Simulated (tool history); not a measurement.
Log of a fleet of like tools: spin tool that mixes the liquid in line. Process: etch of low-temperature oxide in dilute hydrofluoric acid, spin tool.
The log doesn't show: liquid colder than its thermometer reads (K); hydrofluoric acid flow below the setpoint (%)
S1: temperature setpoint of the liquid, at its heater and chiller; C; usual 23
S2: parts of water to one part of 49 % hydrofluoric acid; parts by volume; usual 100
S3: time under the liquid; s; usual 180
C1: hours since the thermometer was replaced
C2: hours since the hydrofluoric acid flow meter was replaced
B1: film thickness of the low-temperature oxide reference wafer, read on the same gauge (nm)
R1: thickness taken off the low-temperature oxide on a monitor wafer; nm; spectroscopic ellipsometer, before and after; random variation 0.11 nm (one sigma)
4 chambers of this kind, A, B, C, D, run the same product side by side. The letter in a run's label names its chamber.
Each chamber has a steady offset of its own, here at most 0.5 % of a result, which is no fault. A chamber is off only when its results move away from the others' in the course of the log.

{"run": "1D", "hour": 3.1, "S1": 23, "S2": 100, "S3": 180, "C1": 905, "C2": 83.1, "B1": 109.98, "R1": 18.415}
{"run": "2B", "hour": 7.0, "S1": 23, "S2": 100, "S3": 180, "C1": 753.1, "C2": 1802.3, "B1": 110.02, "R1": 18.061}
{"run": "3C", "hour": 9.9, "S1": 23, "S2": 100, "S3": 180, "C1": 511.9, "C2": 2329.6, "B1": 110.01, "R1": 18.192}
{"run": "4A", "hour": 14.8, "S1": 23, "S2": 100, "S3": 180, "C1": 842.1, "C2": 464.4, "B1": 110.01, "R1": 18.266}
{"run": "5B", "hour": 19.0, "S1": 23, "S2": 100, "S3": 180, "C1": 765.1, "C2": 1814.3, "B1": 110, "R1": 18.197}
{"run": "6D", "hour": 22.4, "S1": 23, "S2": 100, "S3": 180, "C1": 924.3, "C2": 102.4, "B1": 110, "R1": 18.349}
{"run": "7A", "hour": 25.7, "S1": 23, "S2": 100, "S3": 180, "C1": 853, "C2": 475.3, "B1": 110.01, "R1": 18.268}
{"run": "8C", "hour": 29.3, "S1": 23, "S2": 100, "S3": 180, "C1": 531.3, "C2": 2349, "B1": 109.99, "R1": 18.11}
{"run": "9A", "hour": 32.5, "S1": 23, "S2": 125, "S3": 90, "C1": 859.8, "C2": 482.1, "B1": 110.01, "R1": 7.1002}
{"run": "10B", "hour": 34.7, "S1": 23, "S2": 125, "S3": 90, "C1": 780.8, "C2": 1830, "B1": 110, "R1": 7.0311}
{"run": "11C", "hour": 38.9, "S1": 23, "S2": 125, "S3": 90, "C1": 540.9, "C2": 2358.6, "B1": 109.98, "R1": 7.034}
{"run": "12D", "hour": 43.4, "S1": 23, "S2": 125, "S3": 90, "C1": 945.3, "C2": 123.4, "B1": 109.99, "R1": 7.1246}
{"run": "13B", "hour": 46.4, "S1": 27.5, "S2": 100, "S3": 265, "C1": 792.5, "C2": 1841.7, "B1": 109.98, "R1": 31.911}
{"run": "14D", "hour": 51.2, "S1": 27.5, "S2": 100, "S3": 265, "C1": 953.1, "C2": 131.2, "B1": 109.98, "R1": 32.28}
{"run": "15C", "hour": 55.9, "S1": 27.5, "S2": 100, "S3": 265, "C1": 557.9, "C2": 2375.6, "B1": 110.01, "R1": 31.895}
{"run": "16A", "hour": 60.7, "S1": 27.5, "S2": 100, "S3": 265, "C1": 888, "C2": 510.3, "B1": 110.01, "R1": 32.325}
{"run": "17C", "hour": 63.1, "S1": 23, "S2": 100, "S3": 180, "C1": 565.1, "C2": 2382.8, "B1": 110.01, "R1": 18.059}
{"run": "18B", "hour": 67.5, "S1": 23, "S2": 100, "S3": 180, "C1": 813.6, "C2": 1862.8, "B1": 110.02, "R1": 18.047}
{"run": "19D", "hour": 70.9, "S1": 23, "S2": 100, "S3": 180, "C1": 972.8, "C2": 150.9, "B1": 110, "R1": 18.178}
{"run": "20A", "hour": 74.0, "S1": 23, "S2": 100, "S3": 180, "C1": 901.3, "C2": 523.6, "B1": 109.98, "R1": 18.226}
{"run": "21B", "hour": 79.0, "S1": 23, "S2": 100, "S3": 180, "C1": 825.1, "C2": 1874.3, "B1": 109.99, "R1": 18.352}
{"run": "22D", "hour": 81.9, "S1": 23, "S2": 100, "S3": 180, "C1": 983.8, "C2": 161.9, "B1": 110.01, "R1": 18.31}
{"run": "23C", "hour": 84.7, "S1": 23, "S2": 100, "S3": 180, "C1": 586.7, "C2": 2404.4, "B1": 110, "R1": 18.198}
{"run": "24A", "hour": 87.6, "S1": 23, "S2": 100, "S3": 180, "C1": 914.9, "C2": 537.2, "B1": 110.02, "R1": 18.228}
{"run": "25A", "hour": 92.1, "S1": 19.5, "S2": 100, "S3": 180, "C1": 919.4, "C2": 541.7, "B1": 109.99, "R1": 15.878}
{"run": "26D", "hour": 95.0, "S1": 19.5, "S2": 100, "S3": 180, "C1": 996.9, "C2": 175, "B1": 109.99, "R1": 15.641}
{"hour": 96.0, "done": "chamber C: hydrofluoric acid flow meter replaced"}
{"run": "27B", "hour": 98.7, "S1": 19.5, "S2": 100, "S3": 180, "C1": 844.8, "C2": 1894, "B1": 110.01, "R1": 15.703}
{"run": "28C", "hour": 103.1, "S1": 19.5, "S2": 100, "S3": 180, "C1": 605.1, "C2": 7.2, "B1": 109.98, "R1": 16.044}
{"run": "29B", "hour": 106.9, "S1": 23, "S2": 100, "S3": 180, "C1": 853, "C2": 1902.2, "B1": 110.01, "R1": 18.146}
{"run": "30C", "hour": 110.3, "S1": 24.5, "S2": 100, "S3": 100, "C1": 612.3, "C2": 14.4, "B1": 109.99, "R1": 10.865}
{"run": "31A", "hour": 113.2, "S1": 24.5, "S2": 100, "S3": 100, "C1": 940.5, "C2": 562.8, "B1": 109.98, "R1": 10.762}
{"run": "32D", "hour": 115.6, "S1": 24.5, "S2": 100, "S3": 100, "C1": 1017.5, "C2": 195.6, "B1": 110, "R1": 10.455}
{"run": "33C", "hour": 119.6, "S1": 24.5, "S2": 100, "S3": 100, "C1": 621.6, "C2": 23.7, "B1": 109.99, "R1": 10.913}
{"run": "34B", "hour": 123.2, "S1": 23, "S2": 100, "S3": 180, "C1": 869.3, "C2": 1918.5, "B1": 110, "R1": 18.2}
{"run": "35A", "hour": 128.1, "S1": 23, "S2": 100, "S3": 180, "C1": 955.4, "C2": 577.7, "B1": 109.99, "R1": 18.303}
{"run": "36D", "hour": 131.2, "S1": 23, "S2": 100, "S3": 180, "C1": 1033.1, "C2": 211.2, "B1": 110, "R1": 17.671}
{"run": "37D", "hour": 136.1, "S1": 23, "S2": 100, "S3": 180, "C1": 1038, "C2": 216.1, "B1": 110.01, "R1": 17.579}
{"run": "38A", "hour": 140.3, "S1": 23, "S2": 100, "S3": 180, "C1": 967.6, "C2": 589.9, "B1": 110.01, "R1": 18.2}
{"run": "39C", "hour": 144.4, "S1": 19.5, "S2": 145, "S3": 180, "C1": 646.4, "C2": 48.5, "B1": 109.99, "R1": 10.345}
{"run": "40B", "hour": 146.8, "S1": 19.5, "S2": 145, "S3": 180, "C1": 892.9, "C2": 1942.1, "B1": 110.01, "R1": 10.325}
{"run": "41C", "hour": 151.2, "S1": 19.5, "S2": 145, "S3": 180, "C1": 653.2, "C2": 55.3, "B1": 109.98, "R1": 10.529}
{"run": "42A", "hour": 154.7, "S1": 19.5, "S2": 145, "S3": 180, "C1": 982, "C2": 604.3, "B1": 109.99, "R1": 10.323}
{"run": "43D", "hour": 157.2, "S1": 23, "S2": 100, "S3": 180, "C1": 1059.1, "C2": 237.2, "B1": 109.99, "R1": 17.45}

What goes on in this fleet: one chamber off, a drifting gauge, or nothing beyond the chambers' own small offsets? Name the chamber and the cause, if any.

Chamber D drifts away from the others.
Cause: liquid colder than its thermometer reads (K) = 1.5.
The log may not tell that from: hydrofluoric acid flow below the setpoint (%).

Here are 4 candidates for chamber D's next run, each the usual settings with a change, their results left as question marks. Which one brings its results back in line with what the others give on the usual settings?
In line means no further than this from the other chambers' mean on the usual settings: R1 0.38 nm
{"run": "44D-1", "hour": 160.8, "S1": 23, "S2": 105, "S3": 180, "R1": "?"}
{"run": "44D-2", "hour": 160.8, "S1": 23, "S2": 95, "S3": 180, "R1": "?"}
{"run": "44D-3", "hour": 160.8, "S1": 23, "S2": 100, "S3": 200, "R1": "?"}
{"run": "44D-4", "hour": 160.8, "S1": 23, "S2": 110, "S3": 180, "R1": "?"}

The other chambers' mean on the usual settings: R1 18.274 nm
run=44D-1 R1=16.357
run=44D-2 R1=18.277
run=44D-3 R1=19.187
run=44D-4 R1=15.531
44D-2 brings the chamber back in line.
